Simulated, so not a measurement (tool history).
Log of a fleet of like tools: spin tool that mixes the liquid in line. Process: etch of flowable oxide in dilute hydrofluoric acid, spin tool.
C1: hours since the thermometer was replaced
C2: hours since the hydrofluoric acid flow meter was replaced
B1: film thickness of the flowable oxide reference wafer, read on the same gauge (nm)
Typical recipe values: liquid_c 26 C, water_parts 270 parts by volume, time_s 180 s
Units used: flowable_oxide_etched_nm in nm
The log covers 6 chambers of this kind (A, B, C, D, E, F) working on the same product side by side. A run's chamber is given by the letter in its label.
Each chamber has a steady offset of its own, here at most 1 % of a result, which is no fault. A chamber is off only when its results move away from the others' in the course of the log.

run 1B hour=4.3 | liquid_c=26 water_parts=270 time_s=180 | C1=1583.6 C2=176.9 | B1=130.02 | flowable_oxide_etched_nm=17.247
run 2E hour=9.1 | liquid_c=26 water_parts=270 time_s=180 | C1=65.9 C2=1353.1 | B1=130.02 | flowable_oxide_etched_nm=17.302
run 3A hour=14.3 | liquid_c=26 water_parts=270 time_s=180 | C1=395.7 C2=391.9 | B1=129.98 | flowable_oxide_etched_nm=16.92
run 4C hour=17.7 | liquid_c=26 water_parts=270 time_s=180 | C1=639 C2=891.5 | B1=130.02 | flowable_oxide_etched_nm=17.244
run 5D hour=24.1 | liquid_c=26 water_parts=270 time_s=180 | C1=116.1 C2=1576 | B1=129.98 | flowable_oxide_etched_nm=17.386
run 6F hour=29.3 | liquid_c=26 water_parts=270 time_s=180 | C1=593.1 C2=260.6 | B1=130 | flowable_oxide_etched_nm=17.181
run 7D hour=33.7 | liquid_c=26 water_parts=270 time_s=180 | C1=125.7 C2=1585.6 | B1=130.03 | flowable_oxide_etched_nm=17.43
run 8A hour=39.3 | liquid_c=26 water_parts=270 time_s=180 | C1=420.7 C2=416.9 | B1=130.01 | flowable_oxide_etched_nm=16.92
run 9E hour=43.2 | liquid_c=26 water_parts=270 time_s=180 | C1=100 C2=1387.2 | B1=130 | flowable_oxide_etched_nm=17.2
run 10B hour=49.3 | liquid_c=26 water_parts=270 time_s=180 | C1=1628.6 C2=221.9 | B1=129.97 | flowable_oxide_etched_nm=16.886
run 11C hour=56.4 | liquid_c=26 water_parts=270 time_s=180 | C1=677.7 C2=930.2 | B1=130.01 | flowable_oxide_etched_nm=16.909
run 12F hour=62.5 | liquid_c=26 water_parts=270 time_s=180 | C1=626.3 C2=293.8 | B1=130.02 | flowable_oxide_etched_nm=17.183
run 13A hour=66.8 | liquid_c=26 water_parts=270 time_s=180 | C1=448.2 C2=444.4 | B1=130 | flowable_oxide_etched_nm=17.076
run 14D hour=73.7 | liquid_c=26 water_parts=270 time_s=180 | C1=165.7 C2=1625.6 | B1=130 | flowable_oxide_etched_nm=16.928
run 15E hour=79.5 | liquid_c=26 water_parts=270 time_s=180 | C1=136.3 C2=1423.5 | B1=129.99 | flowable_oxide_etched_nm=16.978
run 16B hour=83.7 | liquid_c=26 water_parts=270 time_s=180 | C1=1663 C2=256.3 | B1=130 | flowable_oxide_etched_nm=17.083
run 17C hour=88.3 | liquid_c=26 water_parts=270 time_s=180 | C1=709.6 C2=962.1 | B1=130 | flowable_oxide_etched_nm=16.84
run 18F hour=93.8 | liquid_c=28.5 water_parts=395 time_s=180 | C1=657.6 C2=325.1 | B1=129.98 | flowable_oxide_etched_nm=11.192
run 19A hour=99.1 | liquid_c=28.5 water_parts=395 time_s=180 | C1=480.5 C2=476.7 | B1=130.01 | flowable_oxide_etched_nm=11.291
run 20C hour=105.6 | liquid_c=28.5 water_parts=395 time_s=180 | C1=726.9 C2=979.4 | B1=130.01 | flowable_oxide_etched_nm=10.872
run 21D hour=109.8 | liquid_c=28.5 water_parts=395 time_s=180 | C1=201.8 C2=1661.7 | B1=130 | flowable_oxide_etched_nm=11.271
run 22F hour=115.8 | liquid_c=28.5 water_parts=395 time_s=180 | C1=679.6 C2=347.1 | B1=130 | flowable_oxide_etched_nm=11.127
run 23E hour=122.7 | liquid_c=28.5 water_parts=395 time_s=180 | C1=179.5 C2=1466.7 | B1=130 | flowable_oxide_etched_nm=11.14
run 24B hour=129.7 | liquid_c=26 water_parts=270 time_s=180 | C1=1709 C2=302.3 | B1=129.97 | flowable_oxide_etched_nm=16.997
run 25B hour=133.2 | liquid_c=26 water_parts=270 time_s=180 | C1=1712.5 C2=305.8 | B1=129.99 | flowable_oxide_etched_nm=17.105
run 26D hour=137.7 | liquid_c=26 water_parts=270 time_s=180 | C1=229.7 C2=1689.6 | B1=130.02 | flowable_oxide_etched_nm=17.211
run 27C hour=141.9 | liquid_c=26 water_parts=270 time_s=180 | C1=763.2 C2=1015.7 | B1=130.01 | flowable_oxide_etched_nm=16.118
run 28E hour=149.2 | liquid_c=26 water_parts=270 time_s=180 | C1=206 C2=1493.2 | B1=130 | flowable_oxide_etched_nm=16.969
run 29A hour=156.5 | liquid_c=26 water_parts=270 time_s=180 | C1=537.9 C2=534.1 | B1=130.04 | flowable_oxide_etched_nm=17.246
run 30F hour=162.7 | liquid_c=26 water_parts=270 time_s=180 | C1=726.5 C2=394 | B1=129.99 | flowable_oxide_etched_nm=17.048
run 31E hour=169.2 | liquid_c=26 water_parts=270 time_s=180 | C1=226 C2=1513.2 | B1=130 | flowable_oxide_etched_nm=17.302
run 32C hour=174.5 | liquid_c=26 water_parts=200 time_s=180 | C1=795.8 C2=1048.3 | B1=129.98 | flowable_oxide_etched_nm=23.398
run 33A hour=180.2 | liquid_c=26 water_parts=200 time_s=180 | C1=561.6 C2=557.8 | B1=130.01 | flowable_oxide_etched_nm=24.885
run 34F hour=186.9 | liquid_c=26 water_parts=200 time_s=180 | C1=750.7 C2=418.2 | B1=129.99 | flowable_oxide_etched_nm=25.536
run 35D hour=191.7 | liquid_c=26 water_parts=200 time_s=180 | C1=283.7 C2=1743.6 | B1=129.99 | flowable_oxide_etched_nm=24.585
run 36B hour=196 | liquid_c=26 water_parts=200 time_s=180 | C1=1775.3 C2=368.6 | B1=129.99 | flowable_oxide_etched_nm=25.2
-- hour=198.8 chamber D: hydrofluoric acid flow meter replaced
run 37F hour=202.3 | liquid_c=26 water_parts=200 time_s=180 | C1=766.1 C2=433.6 | B1=130 | flowable_oxide_etched_nm=24.649
-- hour=204.8 chamber F: hydrofluoric acid flow meter replaced
run 38D hour=209.6 | liquid_c=26 water_parts=270 time_s=180 | C1=301.6 C2=10.9 | B1=129.99 | flowable_oxide_etched_nm=16.848
run 39E hour=214.3 | liquid_c=26 water_parts=270 time_s=180 | C1=271.1 C2=1558.3 | B1=129.98 | flowable_oxide_etched_nm=17.131
run 40C hour=218.7 | liquid_c=26 water_parts=270 time_s=180 | C1=840 C2=1092.5 | B1=130 | flowable_oxide_etched_nm=15.414
run 41A hour=225.6 | liquid_c=26 water_parts=270 time_s=180 | C1=607 C2=603.2 | B1=130 | flowable_oxide_etched_nm=17.371
run 42B hour=231.2 | liquid_c=26 water_parts=270 time_s=180 | C1=1810.5 C2=403.8 | B1=130.01 | flowable_oxide_etched_nm=16.9
run 43F hour=236.5 | liquid_c=26 water_parts=270 time_s=180 | C1=800.3 C2=31.8 | B1=129.98 | flowable_oxide_etched_nm=17.134

Predict what each chamber gives when all 6 of them run the settings below next.
run 44A hour=241.8 | liquid_c=26 water_parts=270 time_s=180 | flowable_oxide_etched_nm=?
run 44B hour=241.8 | liquid_c=26 water_parts=270 time_s=180 | flowable_oxide_etched_nm=?
run 44C hour=241.8 | liquid_c=26 water_parts=270 time_s=180 | flowable_oxide_etched_nm=?
run 44D hour=241.8 | liquid_c=26 water_parts=270 time_s=180 | flowable_oxide_etched_nm=?
run 44E hour=241.8 | liquid_c=26 water_parts=270 time_s=180 | flowable_oxide_etched_nm=?
run 44F hour=241.8 | liquid_c=26 water_parts=270 time_s=180 | flowable_oxide_etched_nm=?

run=44A flowable_oxide_etched_nm=16.953
run=44B flowable_oxide_etched_nm=16.943
run=44C flowable_oxide_etched_nm=15.396
run=44D flowable_oxide_etched_nm=17.253
run=44E flowable_oxide_etched_nm=16.935
run=44F flowable_oxide_etched_nm=16.924
